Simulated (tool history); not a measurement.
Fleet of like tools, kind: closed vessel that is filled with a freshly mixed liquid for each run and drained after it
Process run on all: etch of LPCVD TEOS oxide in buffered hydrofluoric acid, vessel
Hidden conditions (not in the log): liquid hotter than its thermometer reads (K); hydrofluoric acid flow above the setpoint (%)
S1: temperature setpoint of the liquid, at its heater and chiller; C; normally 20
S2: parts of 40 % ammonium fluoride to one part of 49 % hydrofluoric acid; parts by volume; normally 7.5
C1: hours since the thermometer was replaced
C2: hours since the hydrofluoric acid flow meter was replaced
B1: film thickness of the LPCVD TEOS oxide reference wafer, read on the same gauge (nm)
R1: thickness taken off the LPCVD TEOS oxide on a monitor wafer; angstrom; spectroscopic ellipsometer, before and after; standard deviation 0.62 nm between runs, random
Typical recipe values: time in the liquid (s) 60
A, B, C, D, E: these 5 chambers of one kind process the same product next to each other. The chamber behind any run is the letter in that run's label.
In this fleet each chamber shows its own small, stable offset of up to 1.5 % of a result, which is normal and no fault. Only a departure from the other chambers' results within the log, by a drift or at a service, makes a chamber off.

run 1A hour=4.5 | S1=20 S2=7.5 time_in_the_liquid_(s)=60 | C1=65.8 C2=1782.3 | B1=120.01 | R1=2039.7
run 2B hour=7 | S1=20 S2=7.5 time_in_the_liquid_(s)=60 | C1=1704.1 C2=761.9 | B1=120.01 | R1=2041.9
run 3D hour=10.7 | S1=20 S2=7.5 time_in_the_liquid_(s)=60 | C1=95.9 C2=42.2 | B1=120 | R1=2064.3
run 4C hour=15.6 | S1=20 S2=7.5 time_in_the_liquid_(s)=60 | C1=402 C2=954.2 | B1=120 | R1=2037
run 5E hour=20.3 | S1=20 S2=7.5 time_in_the_liquid_(s)=60 | C1=57.8 C2=181.5 | B1=119.99 | R1=2033.3
run 6E hour=23.3 | S1=20 S2=7.5 time_in_the_liquid_(s)=60 | C1=60.8 C2=184.5 | B1=120 | R1=2036.1
run 7A hour=28.3 | S1=24.5 S2=7.5 time_in_the_liquid_(s)=60 | C1=89.6 C2=1806.1 | B1=120.01 | R1=2623
run 8D hour=33.6 | S1=24.5 S2=7.5 time_in_the_liquid_(s)=60 | C1=118.8 C2=65.1 | B1=120.01 | R1=2664.5
run 9B hour=37 | S1=24.5 S2=7.5 time_in_the_liquid_(s)=60 | C1=1734.1 C2=791.9 | B1=120.01 | R1=2623
run 10C hour=42.3 | S1=24.5 S2=7.5 time_in_the_liquid_(s)=60 | C1=428.7 C2=980.9 | B1=119.99 | R1=2617.3
run 11C hour=46.9 | S1=24.5 S2=7.5 time_in_the_liquid_(s)=60 | C1=433.3 C2=985.5 | B1=119.99 | R1=2612.4
run 12D hour=51.4 | S1=20 S2=7.5 time_in_the_liquid_(s)=60 | C1=136.6 C2=82.9 | B1=119.98 | R1=2079.9
run 13B hour=54.9 | S1=20 S2=7.5 time_in_the_liquid_(s)=60 | C1=1752 C2=809.8 | B1=119.99 | R1=2049.7
run 14E hour=60 | S1=20 S2=7.5 time_in_the_liquid_(s)=60 | C1=97.5 C2=221.2 | B1=119.98 | R1=2049.1
run 15A hour=62.6 | S1=20 S2=7.5 time_in_the_liquid_(s)=60 | C1=123.9 C2=1840.4 | B1=119.99 | R1=2042.3
run 16D hour=66.9 | S1=20 S2=7.5 time_in_the_liquid_(s)=60 | C1=152.1 C2=98.4 | B1=119.99 | R1=2080.8
run 17E hour=71 | S1=20 S2=7.5 time_in_the_liquid_(s)=60 | C1=108.5 C2=232.2 | B1=120 | R1=2029
run 18C hour=76.2 | S1=20 S2=7.5 time_in_the_liquid_(s)=60 | C1=462.6 C2=1014.8 | B1=120 | R1=2041.2
run 19A hour=80.2 | S1=20 S2=7.5 time_in_the_liquid_(s)=60 | C1=141.5 C2=1858 | B1=120.01 | R1=2034.7
run 20B hour=85.3 | S1=20 S2=7.5 time_in_the_liquid_(s)=60 | C1=1782.4 C2=840.2 | B1=120.01 | R1=2046.9
run 21E hour=90.6 | S1=20 S2=7.5 time_in_the_liquid_(s)=60 | C1=128.1 C2=251.8 | B1=120 | R1=2033.8
run 22A hour=94.5 | S1=20 S2=7.5 time_in_the_liquid_(s)=60 | C1=155.8 C2=1872.3 | B1=119.99 | R1=2041.6
run 23D hour=98.5 | S1=17 S2=7.5 time_in_the_liquid_(s)=60 | C1=183.7 C2=130 | B1=120.02 | R1=1747
run 24B hour=101.3 | S1=17 S2=7.5 time_in_the_liquid_(s)=60 | C1=1798.4 C2=856.2 | B1=120.01 | R1=1729.9
run 25C hour=104.3 | S1=17 S2=7.5 time_in_the_liquid_(s)=60 | C1=490.7 C2=1042.9 | B1=119.99 | R1=1717.6
run 26E hour=107.7 | S1=17 S2=7.5 time_in_the_liquid_(s)=60 | C1=145.2 C2=268.9 | B1=120.01 | R1=1716.8
run 27B hour=112.1 | S1=17 S2=7.5 time_in_the_liquid_(s)=60 | C1=1809.2 C2=867 | B1=120 | R1=1729.6
run 28D hour=117.4 | S1=20 S2=7.5 time_in_the_liquid_(s)=60 | C1=202.6 C2=148.9 | B1=120.02 | R1=2070.2
run 29A hour=119.9 | S1=20 S2=7.5 time_in_the_liquid_(s)=60 | C1=181.2 C2=1897.7 | B1=120 | R1=2044.8
run 30C hour=123.3 | S1=20 S2=7.5 time_in_the_liquid_(s)=60 | C1=509.7 C2=1061.9 | B1=119.99 | R1=2042.8
run 31B hour=128.8 | S1=20 S2=7.5 time_in_the_liquid_(s)=60 | C1=1825.9 C2=883.7 | B1=120.01 | R1=2041.6
run 32E hour=131.7 | S1=20 S2=7.5 time_in_the_liquid_(s)=60 | C1=169.2 C2=292.9 | B1=119.99 | R1=2024.7
run 33C hour=134.8 | S1=17 S2=7.5 time_in_the_liquid_(s)=85 | C1=521.2 C2=1073.4 | B1=120.02 | R1=2431.4
run 34D hour=138.6 | S1=17 S2=7.5 time_in_the_liquid_(s)=85 | C1=223.8 C2=170.1 | B1=120 | R1=2472.3
run 35A hour=141.6 | S1=17 S2=7.5 time_in_the_liquid_(s)=85 | C1=202.9 C2=1919.4 | B1=119.99 | R1=2435.4
run 36E hour=145.5 | S1=17 S2=7.5 time_in_the_liquid_(s)=85 | C1=183 C2=306.7 | B1=119.98 | R1=2448.2
run 37A hour=148.8 | S1=17 S2=7.5 time_in_the_liquid_(s)=85 | C1=210.1 C2=1926.6 | B1=120 | R1=2438.7
run 38C hour=151.9 | S1=20 S2=7.5 time_in_the_liquid_(s)=60 | C1=538.3 C2=1090.5 | B1=119.99 | R1=2037.9
run 39D hour=156.5 | S1=20 S2=7.5 time_in_the_liquid_(s)=60 | C1=241.7 C2=188 | B1=119.98 | R1=2086.1
run 40B hour=161.7 | S1=20 S2=7.5 time_in_the_liquid_(s)=60 | C1=1858.8 C2=916.6 | B1=119.99 | R1=2046
run 41C hour=165.6 | S1=20 S2=7.5 time_in_the_liquid_(s)=60 | C1=552 C2=1104.2 | B1=120.01 | R1=2045.8

All chambers now run identical settings, listed one chamber a line with results as question marks. What results will each chamber show?
run 42A hour=169.6 | S1=20 S2=7.5 time_in_the_liquid_(s)=60 | R1=?
run 42B hour=169.6 | S1=20 S2=7.5 time_in_the_liquid_(s)=60 | R1=?
run 42C hour=169.6 | S1=20 S2=7.5 time_in_the_liquid_(s)=60 | R1=?
run 42D hour=169.6 | S1=20 S2=7.5 time_in_the_liquid_(s)=60 | R1=?
run 42E hour=169.6 | S1=20 S2=7.5 time_in_the_liquid_(s)=60 | R1=?

run=42A R1=2037.1
run=42B R1=2043.9
run=42C R1=2037.2
run=42D R1=2079.1
run=42E R1=2035.4
